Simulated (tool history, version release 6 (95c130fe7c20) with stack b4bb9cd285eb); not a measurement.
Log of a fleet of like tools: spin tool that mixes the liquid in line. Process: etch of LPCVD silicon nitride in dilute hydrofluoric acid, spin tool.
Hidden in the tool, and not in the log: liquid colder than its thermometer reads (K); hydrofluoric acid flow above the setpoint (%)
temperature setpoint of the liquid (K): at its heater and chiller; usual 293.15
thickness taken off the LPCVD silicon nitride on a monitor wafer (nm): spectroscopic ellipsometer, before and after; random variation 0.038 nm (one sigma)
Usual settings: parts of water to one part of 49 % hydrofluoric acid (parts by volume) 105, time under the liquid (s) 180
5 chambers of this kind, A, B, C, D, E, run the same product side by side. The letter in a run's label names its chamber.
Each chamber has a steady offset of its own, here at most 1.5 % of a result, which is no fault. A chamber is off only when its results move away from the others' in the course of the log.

| run | hour | temperature setpoint of the liquid (K) | parts of water to one part of 49 % hydrofluoric acid (parts by volume) | time under the liquid (s) | hours since the thermometer was replaced | hours since the hydrofluoric acid flow meter was replaced | read-back film thickness of the LPCVD silicon nitride reference wafer, read on the same gauge (nm) | thickness taken off the LPCVD silicon nitride on a monitor wafer (nm) |
|---|---|---|---|---|---|---|---|---|
| 1E | 6.1 | 293.15 | 105 | 180 | 542.8 | 784.4 | 120.04 | 0.66091 |
| 2D | 11.0 | 293.15 | 105 | 180 | 1263.9 | 1016.5 | 120.01 | 0.72343 |
| 3A | 16.6 | 293.15 | 105 | 180 | 441.5 | 1438.9 | 120.02 | 0.65719 |
| 4B | 22.6 | 293.15 | 105 | 180 | 2297.7 | 827.2 | 120.02 | 0.67952 |
| 5C | 26.9 | 293.15 | 105 | 180 | 427.4 | 1195.0 | 119.98 | 0.65772 |
| 6E | 32.1 | 293.15 | 105 | 180 | 568.8 | 810.4 | 120.02 | 0.73110 |
|  | 34.6 | chamber B: thermometer replaced |
| 7D | 35.6 | 293.15 | 105 | 180 | 1288.5 | 1041.1 | 120.02 | 0.76383 |
| 8A | 40.6 | 293.15 | 105 | 180 | 465.5 | 1462.9 | 119.99 | 0.69227 |
| 9B | 45.4 | 293.15 | 105 | 180 | 10.8 | 850.0 | 120.00 | 0.71237 |
| 10C | 48.6 | 291.65 | 105 | 180 | 449.1 | 1216.7 | 119.98 | 0.63218 |
| 11C | 53.0 | 291.65 | 105 | 180 | 453.5 | 1221.1 | 120.00 | 0.65591 |
| 12A | 59.6 | 291.65 | 105 | 180 | 484.5 | 1481.9 | 119.99 | 0.61102 |
| 13E | 64.1 | 291.65 | 105 | 180 | 600.8 | 842.4 | 119.99 | 0.60649 |
| 14D | 70.3 | 291.65 | 105 | 180 | 1323.2 | 1075.8 | 120.01 | 0.67622 |
| 15B | 74.5 | 293.15 | 105 | 180 | 39.9 | 879.1 | 119.99 | 0.67548 |
| 16D | 77.7 | 293.15 | 105 | 180 | 1330.6 | 1083.2 | 120.01 | 0.73351 |
| 17C | 80.9 | 293.15 | 105 | 180 | 481.4 | 1249.0 | 120.00 | 0.79069 |
| 18B | 87.3 | 293.15 | 135 | 180 | 52.7 | 891.9 | 119.99 | 0.56102 |
| 19A | 92.8 | 293.15 | 135 | 180 | 517.7 | 1515.1 | 120.04 | 0.54071 |
| 20E | 96.0 | 293.15 | 135 | 180 | 632.7 | 874.3 | 119.99 | 0.53010 |
| 21C | 101.9 | 293.15 | 135 | 180 | 502.4 | 1270.0 | 120.01 | 0.54689 |
| 22E | 105.0 | 293.15 | 135 | 180 | 641.7 | 883.3 | 120.00 | 0.53724 |
| 23A | 108.0 | 293.15 | 105 | 180 | 532.9 | 1530.3 | 120.01 | 0.79442 |
| 24B | 111.6 | 293.15 | 105 | 180 | 77.0 | 916.2 | 119.98 | 0.69583 |
| 25D | 114.6 | 290.15 | 75 | 180 | 1367.5 | 1120.1 | 120.05 | 0.83181 |
| 26A | 120.8 | 290.15 | 75 | 180 | 545.7 | 1543.1 | 119.99 | 0.78379 |
| 27B | 124.9 | 290.15 | 75 | 180 | 90.3 | 929.5 | 120.02 | 0.80143 |
|  | 130.6 | chamber E: thermometer replaced |
| 28D | 131.3 | 290.15 | 75 | 180 | 1384.2 | 1136.8 | 120.00 | 0.77605 |
| 29E | 134.7 | 290.15 | 75 | 180 | 4.2 | 913.0 | 120.02 | 0.83750 |
| 30C | 139.9 | 293.15 | 105 | 180 | 540.4 | 1308.0 | 119.98 | 0.72975 |
| 31E | 146.0 | 293.15 | 105 | 180 | 15.5 | 924.3 | 120.00 | 0.71020 |
| 32A | 151.6 | 293.15 | 105 | 180 | 576.5 | 1573.9 | 119.99 | 0.67719 |

What goes on in this fleet: one chamber off, a drifting gauge, or nothing beyond the chambers' own small offsets? Name the chamber and the cause, if any.

No chamber stands off beyond its own small offset, and the gauge holds steady.
